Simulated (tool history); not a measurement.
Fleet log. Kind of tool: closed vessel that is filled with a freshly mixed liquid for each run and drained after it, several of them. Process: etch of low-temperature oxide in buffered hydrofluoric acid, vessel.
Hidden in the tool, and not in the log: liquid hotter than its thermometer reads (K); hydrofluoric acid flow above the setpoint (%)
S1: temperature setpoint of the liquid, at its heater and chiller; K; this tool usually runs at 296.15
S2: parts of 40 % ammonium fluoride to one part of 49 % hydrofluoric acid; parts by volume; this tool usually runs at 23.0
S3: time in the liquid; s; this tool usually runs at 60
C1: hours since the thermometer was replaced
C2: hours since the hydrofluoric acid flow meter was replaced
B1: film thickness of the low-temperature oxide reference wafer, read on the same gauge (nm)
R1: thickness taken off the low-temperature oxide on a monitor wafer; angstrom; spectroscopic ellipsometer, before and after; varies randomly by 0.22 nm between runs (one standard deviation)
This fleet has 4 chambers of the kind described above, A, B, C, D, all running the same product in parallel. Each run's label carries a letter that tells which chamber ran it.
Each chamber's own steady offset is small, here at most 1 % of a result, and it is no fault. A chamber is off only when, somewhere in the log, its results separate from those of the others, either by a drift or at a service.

run 1C day=0.467 | S1=296.15 S2=23.0 S3=60 | C1=40.5 C2=225.3 | B1=49.992 | R1=672.07
run 2D day=0.854 | S1=296.15 S2=23.0 S3=60 | C1=2243.9 C2=302.8 | B1=50.028 | R1=680.54
run 3B day=1.262 | S1=296.15 S2=23.0 S3=60 | C1=265.8 C2=721.2 | B1=49.978 | R1=681.07
run 4A day=1.629 | S1=296.15 S2=23.0 S3=60 | C1=694.3 C2=795.6 | B1=50.028 | R1=674.88
run 5A day=1.979 | S1=296.15 S2=23.0 S3=60 | C1=702.7 C2=804.0 | B1=49.983 | R1=676.33
run 6B day=2.638 | S1=296.15 S2=23.0 S3=60 | C1=298.8 C2=754.2 | B1=49.996 | R1=678.48
run 7D day=3.271 | S1=296.15 S2=23.0 S3=60 | C1=2301.9 C2=360.8 | B1=50.021 | R1=676.26
-- day=3.683 chamber D: thermometer replaced
run 8C day=3.888 | S1=296.15 S2=23.0 S3=60 | C1=122.6 C2=307.4 | B1=49.991 | R1=673.43
run 9B day=4.504 | S1=291.65 S2=23.0 S3=60 | C1=343.6 C2=799.0 | B1=50.006 | R1=528.47
run 10D day=4.979 | S1=291.65 S2=23.0 S3=60 | C1=31.1 C2=401.8 | B1=50.005 | R1=530.86
run 11A day=5.579 | S1=291.65 S2=23.0 S3=60 | C1=789.1 C2=890.4 | B1=49.996 | R1=523.84
run 12C day=6.196 | S1=291.65 S2=23.0 S3=60 | C1=178.0 C2=362.8 | B1=50.011 | R1=522.25
run 13A day=6.767 | S1=296.15 S2=23.0 S3=60 | C1=817.6 C2=918.9 | B1=49.994 | R1=674.63
run 14C day=7.312 | S1=296.15 S2=23.0 S3=60 | C1=204.8 C2=389.6 | B1=50.016 | R1=670.16
run 15B day=7.967 | S1=292.15 S2=23.0 S3=60 | C1=426.7 C2=882.1 | B1=49.999 | R1=542.76
run 16D day=8.575 | S1=292.15 S2=23.0 S3=60 | C1=117.4 C2=488.1 | B1=50.002 | R1=554.31
run 17B day=9.150 | S1=292.15 S2=23.0 S3=60 | C1=455.1 C2=910.5 | B1=49.992 | R1=542.30
run 18C day=9.533 | S1=292.15 S2=23.0 S3=60 | C1=258.1 C2=442.9 | B1=49.996 | R1=535.97
run 19D day=10.096 | S1=296.15 S2=23.0 S3=60 | C1=153.9 C2=524.6 | B1=50.026 | R1=688.58
run 20A day=10.517 | S1=296.15 S2=23.0 S3=60 | C1=907.6 C2=1008.9 | B1=50.005 | R1=674.16
run 21C day=11.029 | S1=296.15 S2=23.0 S3=60 | C1=294.0 C2=478.8 | B1=49.989 | R1=672.64
run 22A day=11.425 | S1=296.15 S2=23.0 S3=60 | C1=929.4 C2=1030.7 | B1=50.013 | R1=673.78
run 23B day=11.796 | S1=296.15 S2=23.0 S3=60 | C1=518.6 C2=974.0 | B1=49.974 | R1=680.83
run 24D day=12.346 | S1=296.15 S2=23.0 S3=60 | C1=207.9 C2=578.6 | B1=50.006 | R1=690.22
run 25D day=12.779 | S1=296.15 S2=29.0 S3=90 | C1=218.3 C2=589.0 | B1=50.044 | R1=892.66
run 26A day=13.175 | S1=296.15 S2=29.0 S3=90 | C1=971.4 C2=1072.7 | B1=49.976 | R1=865.59
run 27B day=13.838 | S1=296.15 S2=29.0 S3=90 | C1=567.6 C2=1023.0 | B1=50.015 | R1=871.41
run 28C day=14.375 | S1=296.15 S2=29.0 S3=90 | C1=374.3 C2=559.1 | B1=49.971 | R1=855.57
run 29C day=14.896 | S1=296.15 S2=23.0 S3=60 | C1=386.8 C2=571.6 | B1=49.978 | R1=673.39
run 30B day=15.371 | S1=296.15 S2=23.0 S3=60 | C1=604.4 C2=1059.8 | B1=50.017 | R1=680.34
run 31A day=15.925 | S1=298.15 S2=29.5 S3=60 | C1=1037.4 C2=1138.7 | B1=49.998 | R1=636.73
run 32D day=16.462 | S1=298.15 S2=29.5 S3=60 | C1=306.7 C2=677.4 | B1=49.976 | R1=661.67
run 33C day=16.838 | S1=298.15 S2=29.5 S3=60 | C1=433.4 C2=618.2 | B1=49.997 | R1=632.61
run 34A day=17.450 | S1=298.15 S2=29.5 S3=60 | C1=1074.0 C2=1175.3 | B1=50.007 | R1=639.48
run 35B day=18.075 | S1=296.15 S2=23.0 S3=60 | C1=669.3 C2=1124.7 | B1=50.008 | R1=677.80
run 36D day=18.471 | S1=296.15 S2=23.0 S3=60 | C1=354.9 C2=725.6 | B1=50.010 | R1=706.89
run 37A day=19.054 | S1=296.15 S2=23.0 S3=60 | C1=1112.5 C2=1213.8 | B1=50.006 | R1=673.68

Each of the 4 chambers runs these same settings next. Fill in every chamber's results:
run 38A day=19.538 | S1=296.15 S2=15.0 S3=60 | R1=?
run 38B day=19.538 | S1=296.15 S2=15.0 S3=60 | R1=?
run 38C day=19.538 | S1=296.15 S2=15.0 S3=60 | R1=?
run 38D day=19.538 | S1=296.15 S2=15.0 S3=60 | R1=?

run=38A R1=982.34
run=38B R1=988.87
run=38C R1=982.14
run=38D R1=1059.60
